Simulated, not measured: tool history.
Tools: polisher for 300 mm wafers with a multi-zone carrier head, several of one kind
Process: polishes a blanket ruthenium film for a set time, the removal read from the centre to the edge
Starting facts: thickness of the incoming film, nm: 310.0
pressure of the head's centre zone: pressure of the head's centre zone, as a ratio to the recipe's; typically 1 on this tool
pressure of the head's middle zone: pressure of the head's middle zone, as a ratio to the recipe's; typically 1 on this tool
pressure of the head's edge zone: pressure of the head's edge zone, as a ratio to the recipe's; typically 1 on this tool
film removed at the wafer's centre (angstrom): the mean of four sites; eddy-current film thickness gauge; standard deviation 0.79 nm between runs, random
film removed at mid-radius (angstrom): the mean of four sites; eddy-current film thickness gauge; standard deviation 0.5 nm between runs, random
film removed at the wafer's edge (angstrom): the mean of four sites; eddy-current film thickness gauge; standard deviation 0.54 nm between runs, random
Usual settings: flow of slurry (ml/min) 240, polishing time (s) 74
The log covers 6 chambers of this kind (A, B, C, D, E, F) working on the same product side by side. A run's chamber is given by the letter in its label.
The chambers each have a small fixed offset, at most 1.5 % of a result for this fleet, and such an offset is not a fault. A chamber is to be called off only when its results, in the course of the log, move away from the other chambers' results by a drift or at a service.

run,hour,flow of slurry (ml/min),pressure of the head's centre zone,pressure of the head's middle zone,pressure of the head's edge zone,polishing time (s),wafers polished on this pad,hours since the slurry nozzle was cleaned,hours since the centre zone pressure was calibrated,hours since the edge zone pressure was calibrated,film removed at the wafer's centre (angstrom),film removed at mid-radius (angstrom),film removed at the wafer's edge (angstrom)
1C,12.6,240,1,1,1,74,189,418.3,945.4,50.4,803.25,801.78,802.61
2A,23.4,240,1,1,1,74,541,500.3,328.3,73.6,797.45,807.14,792.17
3E,35.2,240,1,1,1,74,754,437.7,432.8,237.2,803.99,803.49,796.53
# hour 35.8: chamber E: worn pad replaced by a new one
# hour 40: chamber F: worn pad replaced by a new one
# hour 42.4: chamber A: worn pad replaced by a new one
4D,43.2,240,1,1,1,74,586,282.5,421.1,163.4,802.91,806.89,805.28
5F,51.1,240,1.05,1,1,74,104,392.3,95.9,797.8,856.61,806.04,809.2
6B,60.6,240,1.05,1,1,74,691,176.3,542,449.1,835.88,800.36,802.82
# hour 62.7: chamber D: slurry nozzle cleaned
# hour 68.4: chamber D: worn pad replaced by a new one
# hour 68.4: chamber F: edge zone pressure recalibrated
# hour 69.7: chamber B: edge zone pressure recalibrated
# hour 70.6: chamber C: worn pad replaced by a new one
7B,72.3,240,1.05,1,1,74,800,188,553.7,2.6,832.48,794.63,793.55
8D,81.5,240,1.05,1,1,74,122,18.8,459.4,201.7,860.29,804.32,799.34
9E,93.9,240,1.05,1,1,74,540,496.4,491.5,295.9,843.5,817.72,808.69
10C,107.2,240,1.05,1,1,74,340,512.9,1040,145,858.18,795.58,805.85
11F,119.2,240,1,1,1,74,736,460.4,164,50.8,803.48,800.16,807.61
# hour 125.5: chamber A: worn pad replaced by a new one
12A,126.2,310,1.09,1,1,74,6,603.1,431.1,176.4,920.2,822.51,808.84
# hour 127.4: chamber E: worn pad replaced by a new one
13E,133.5,310,1.09,1,1,74,57,536,531.1,335.5,898.77,836.61,816.94
14F,144.1,310,1.09,1,1,74,968,485.3,188.9,75.7,914.57,821.78,828.03
# hour 144.9: chamber D: worn pad replaced by a new one
15D,151.3,310,1.09,1,1,74,59,88.6,529.2,271.5,917.37,836.57,819.25
16B,165.4,310,1.09,1,1,74,1665,281.1,646.8,95.7,870.86,796.23,784.54
# hour 167.1: chamber F: worn pad replaced by a new one
# hour 167.2: chamber C: worn pad replaced by a new one
17C,175.8,310,1.09,1,1,74,80,581.5,1108.6,213.6,924.91,830.83,810.74
18A,183.3,240,1,0.91,1,74,537,660.2,488.2,233.5,805.14,741.74,794.89
19F,196.8,240,1,0.91,1,74,276,538,241.6,128.4,788.24,736.74,818.71
# hour 201.3: chamber A: worn pad replaced by a new one
# hour 208: chamber A: slurry nozzle cleaned
# hour 208.6: chamber C: slurry nozzle cleaned
20B,210.2,240,1,0.91,1,74,2081,325.9,691.6,140.5,760.33,698.07,756.88
# hour 215: chamber E: worn pad replaced by a new one
# hour 217.1: chamber E: slurry nozzle cleaned
21A,222.9,240,1,0.91,1,74,201,14.9,527.8,273.1,814.44,734.44,793.56
22E,231.6,240,1,0.91,1,74,154,14.5,629.2,433.6,808.55,737.3,805.16
# hour 241.8: chamber D: worn pad replaced by a new one
23D,242.1,240,1,0.91,1,74,3,179.4,620,362.3,799.63,738.62,805.4
# hour 244.6: chamber C: worn pad replaced by a new one
24C,251.5,240,1,1,1,74,64,42.9,1184.3,289.3,822.07,810.39,798.76
25B,259.8,240,1,1.07,1,74,2542,375.5,741.2,190.1,758.8,807.51,763.98
26E,268.9,240,1,1.07,1,74,501,51.8,666.5,470.9,811.22,853.11,806.34
# hour 270.5: chamber F: slurry nozzle cleaned
27D,275.2,240,1,1.07,1,74,310,212.5,653.1,395.4,795.17,863.79,794.21
# hour 277.6: chamber A: worn pad replaced by a new one
28A,282.4,240,1,1.07,1,74,45,74.4,587.3,332.6,802.71,861.87,792.01
# hour 286.7: chamber C: centre zone pressure recalibrated
# hour 287.7: chamber F: worn pad replaced by a new one
29F,293.7,240,1,1.07,1,74,56,23.3,338.5,225.3,792.17,864.94,814.69
# hour 302.4: chamber E: worn pad replaced by a new one
30C,305.5,240,1,1.07,1,74,565,96.9,18.9,343.3,804.89,856.29,809.26
31E,315.9,240,1,1,1,74,125,98.8,713.5,517.9,793.63,809.91,811.99
# hour 319.3: chamber D: worn pad replaced by a new one
32D,327.7,240,1,1,1,74,78,265,705.6,447.9,819.43,817.14,794.63
33C,342.1,240,1,1,1,74,906,133.5,55.5,379.9,794.25,802.08,807.86
# hour 345.7: chamber C: worn pad replaced by a new one
34A,348.9,240,1,1,1,74,663,140.9,653.8,399.1,790.85,800.44,796.74
# hour 353: chamber A: worn pad replaced by a new one
35F,358.6,240,1,1,1,74,659,88.2,403.4,290.2,814.21,805.47,818.91
# hour 365.2: chamber A: centre zone pressure recalibrated
36B,368.4,240,1,1,1,74,3551,484.1,849.8,298.7,730.15,734.09,732.56
37E,378,240,1,1,1,74,702,160.9,775.6,580,801.96,798.95,792.28
38B,391.5,240,1,1,1,74,3766,507.2,872.9,321.8,735.1,738.45,726.08
39A,400.4,240,1,1,1,74,441,192.4,35.3,450.6,806.89,807.6,803.21
40C,410.9,240,1,1,1,74,606,202.3,124.3,448.7,795.71,796.27,809.02
# hour 418.6: chamber F: worn pad replaced by a new one
41F,422.5,240,1,1,1,74,37,152.1,467.3,354.1,806.03,806.93,807.76

Decide between three cases: one chamber stands off from its peers, the gauge reading all wafers drifts, or nothing is wrong past each chamber's small offset. Where a chamber is off, say which and what most likely put it there.

Little by little, chamber B moves away from the other chambers.
Cause: removal rate lost through wear of the pad, % = 9.73.

Below are 4 candidate recipes for chamber B's next run, each the usual settings with a change, their results shown as question marks. Which of them brings B's results back in line with what the other chambers give on the usual settings?
To be in line, a result may differ from the other chambers' mean on the usual settings by at most: film removed at the wafer's centre (angstrom) 28; film removed at mid-radius (angstrom) 18; film removed at the wafer's edge (angstrom) 19
42B-1,432.9,245,1.01,1.01,1,82,,,,,?,?,?
42B-2,432.9,240,1,1,1,71,,,,,?,?,?
42B-3,432.9,240,1,1,1,77,,,,,?,?,?
42B-4,432.9,235,1,0.99,1,67,,,,,?,?,?

On the usual settings, the other chambers give on average: film removed at the wafer's centre (angstrom) 803.73; film removed at mid-radius (angstrom) 806.28; film removed at the wafer's edge (angstrom) 803.56
run,film removed at the wafer's centre (angstrom),film removed at mid-radius (angstrom),film removed at the wafer's edge (angstrom)
42B-1,805.85,809.12,806.1
42B-2,688.24,692.51,696.79
42B-3,746.4,751.03,755.68
42B-4,647.59,645.81,656.39
The right change is 42B-1: it brings the chamber back within the allowed miss of the others.

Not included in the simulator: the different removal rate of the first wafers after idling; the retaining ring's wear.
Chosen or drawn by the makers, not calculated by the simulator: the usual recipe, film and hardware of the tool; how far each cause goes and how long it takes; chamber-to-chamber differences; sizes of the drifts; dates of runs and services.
